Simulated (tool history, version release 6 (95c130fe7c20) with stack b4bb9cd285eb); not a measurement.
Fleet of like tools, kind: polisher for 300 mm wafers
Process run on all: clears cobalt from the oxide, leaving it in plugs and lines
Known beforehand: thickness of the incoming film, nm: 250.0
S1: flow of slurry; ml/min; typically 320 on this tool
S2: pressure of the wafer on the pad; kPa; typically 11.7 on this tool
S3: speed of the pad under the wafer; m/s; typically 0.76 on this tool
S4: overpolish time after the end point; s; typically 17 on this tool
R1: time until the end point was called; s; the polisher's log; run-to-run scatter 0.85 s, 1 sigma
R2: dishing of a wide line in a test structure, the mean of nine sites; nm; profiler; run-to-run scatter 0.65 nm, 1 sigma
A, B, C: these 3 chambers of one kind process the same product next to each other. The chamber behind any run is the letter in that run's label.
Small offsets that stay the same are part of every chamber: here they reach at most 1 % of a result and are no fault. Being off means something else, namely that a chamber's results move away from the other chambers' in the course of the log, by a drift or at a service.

| run | day | S1 | S2 | S3 | S4 | R1 | R2 |
|---|---|---|---|---|---|---|---|
|  | 0.129 | chamber B: slurry nozzle cleaned |
| 1C | 0.367 | 320 | 11.7 | 0.76 | 17 | 71.009 | 32.176 |
| 2A | 0.746 | 320 | 11.7 | 0.76 | 17 | 69.873 | 30.872 |
| 3B | 1.125 | 320 | 11.7 | 0.76 | 17 | 68.819 | 31.024 |
| 4B | 1.342 | 320 | 11.7 | 0.76 | 17 | 69.579 | 31.398 |
| 5A | 1.571 | 320 | 11.7 | 0.76 | 17 | 72.384 | 32.567 |
| 6C | 1.879 | 320 | 11.7 | 0.76 | 17 | 69.424 | 30.807 |
| 7C | 2.262 | 320 | 11.7 | 0.76 | 17 | 68.397 | 30.565 |
|  | 2.271 | chamber C: worn pad replaced by a new one |
| 8B | 2.462 | 320 | 11.7 | 0.76 | 17 | 69.894 | 30.222 |
| 9A | 2.838 | 320 | 11.7 | 1 | 17 | 54.154 | 33.891 |
| 10A | 3.079 | 320 | 11.7 | 1 | 17 | 53.722 | 34.453 |
| 11C | 3.346 | 320 | 11.7 | 1 | 17 | 52.571 | 33.552 |
|  | 3.521 | chamber C: head pressure recalibrated |
| 12B | 3.642 | 320 | 11.7 | 0.76 | 17 | 71.062 | 30.486 |
| 13A | 3.896 | 320 | 11.7 | 0.76 | 17 | 70.48 | 30.81 |
| 14C | 4.229 | 320 | 11.7 | 0.76 | 17 | 70.133 | 30.733 |
| 15B | 4.546 | 320 | 11.7 | 0.76 | 17 | 70.358 | 31.053 |
| 16C | 4.879 | 320 | 11.7 | 0.76 | 17 | 70.081 | 30.581 |
|  | 5.042 | chamber B: worn pad replaced by a new one |
| 17B | 5.196 | 245 | 11.7 | 0.64 | 17 | 85.815 | 28.092 |
|  | 5.233 | chamber A: head pressure recalibrated |
| 18A | 5.412 | 245 | 11.7 | 0.64 | 17 | 94.767 | 27.827 |
| 19A | 5.825 | 245 | 11.7 | 0.64 | 17 | 93.578 | 27.003 |
| 20B | 6.042 | 320 | 11.7 | 0.76 | 17 | 69.709 | 30.957 |
| 21C | 6.383 | 320 | 11.7 | 0.76 | 17 | 70.527 | 29.913 |
| 22C | 6.783 | 320 | 11.7 | 0.76 | 17 | 70.282 | 31.732 |
|  | 6.829 | chamber C: worn pad replaced by a new one |
| 23A | 6.988 | 410 | 11.7 | 0.76 | 12 | 76.564 | 26.087 |
|  | 7.142 | chamber A: worn pad replaced by a new one |
| 24B | 7.35 | 410 | 11.7 | 0.76 | 12 | 69.46 | 26.898 |
| 25B | 7.625 | 410 | 11.7 | 0.76 | 12 | 68.611 | 26.65 |
| 26C | 7.979 | 320 | 11.7 | 0.76 | 17 | 69.512 | 29.843 |
| 27A | 8.238 | 320 | 11.7 | 0.76 | 17 | 77.655 | 29.937 |
| 28C | 8.433 | 320 | 11.7 | 0.76 | 17 | 69.813 | 30.069 |
| 29A | 8.808 | 320 | 11.7 | 0.76 | 17 | 77.076 | 30.541 |
| 30B | 9.204 | 320 | 11.7 | 0.76 | 17 | 70.617 | 31.796 |
| 31C | 9.438 | 395 | 15.2 | 0.76 | 17 | 52.607 | 33.045 |
| 32B | 9.758 | 395 | 15.2 | 0.76 | 17 | 53.696 | 33.579 |

Next, every chamber runs the same settings. What will each give?
| 33A | 10.058 | 320 | 11.7 | 0.76 | 17 | ? | ? |
| 33B | 10.058 | 320 | 11.7 | 0.76 | 17 | ? | ? |
| 33C | 10.058 | 320 | 11.7 | 0.76 | 17 | ? | ? |

| run | R1 | R2 |
|---|---|---|
| 33A | 75.674 | 29.767 |
| 33B | 71.761 | 30.328 |
| 33C | 69.751 | 29.19 |

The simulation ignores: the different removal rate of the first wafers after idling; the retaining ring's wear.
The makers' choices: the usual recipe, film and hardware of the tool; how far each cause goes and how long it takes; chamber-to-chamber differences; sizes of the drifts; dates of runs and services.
